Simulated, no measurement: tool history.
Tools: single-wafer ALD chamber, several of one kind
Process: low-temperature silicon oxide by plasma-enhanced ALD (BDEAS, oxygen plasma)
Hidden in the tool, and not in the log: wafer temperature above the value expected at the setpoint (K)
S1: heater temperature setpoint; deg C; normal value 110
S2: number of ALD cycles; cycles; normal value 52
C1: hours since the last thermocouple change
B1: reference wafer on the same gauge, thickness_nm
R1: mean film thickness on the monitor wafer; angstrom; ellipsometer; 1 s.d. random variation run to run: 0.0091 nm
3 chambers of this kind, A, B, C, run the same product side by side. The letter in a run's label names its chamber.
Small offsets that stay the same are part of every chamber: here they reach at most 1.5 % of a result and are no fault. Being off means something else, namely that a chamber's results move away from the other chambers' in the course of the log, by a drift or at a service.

run	day	S1	S2	C1	B1	R1
1A	0.379	110	52	630.9	8.5189	73.454
2C	0.846	110	52	2290	8.519	72.331
3B	1.179	110	52	549.4	8.5131	73.64
4C	1.571	110	52	2307.4	8.5121	72.23
5A	1.9	110	52	667.4	8.512	73.392
6B	2.375	110	52	578.1	8.5079	73.565
7C	2.658	121	52	2333.5	8.5125	70.668
8A	2.921	121	52	691.9	8.506	71.839
9B	3.142	121	52	596.5	8.5044	71.992
10B	3.379	110	52	602.2	8.5055	73.548
11A	3.738	110	52	711.5	8.5051	73.444
12C	4.162	110	52	2369.6	8.5009	72.024
13C	4.667	110	52	2381.7	8.498	71.96
14B	5.117	110	52	643.9	8.4989	73.335
15A	5.575	110	52	755.6	8.4942	73.134
16A	5.921	110	52	763.9	8.4958	73.271
17C	6.208	110	52	2418.7	8.4943	71.919
18B	6.612	110	52	679.8	8.49	73.461
19B	6.971	110	52	688.4	8.4904	73.385
20C	7.25	110	52	2443.7	8.4872	71.915
21A	7.592	110	52	804	8.4896	73.177
22C	7.871	110	52	2458.6	8.4848	71.898
23A	8.321	110	52	821.5	8.4855	73.115
24B	8.583	110	52	727.1	8.483	73.423
25B	9.083	110	52	739.1	8.4766	73.366
26A	9.588	110	52	851.9	8.4776	73.131

Read the log: is a single chamber off, either drifting away or since a service, is the gauge that measures every chamber drifting, or is nothing wrong beyond small per-chamber offsets? Name any odd chamber and what most likely caused it.

Gauge drift. The chambers move together only on paper, and none stands off.
Most likely cause: gauge reads low (%) = 0.52.
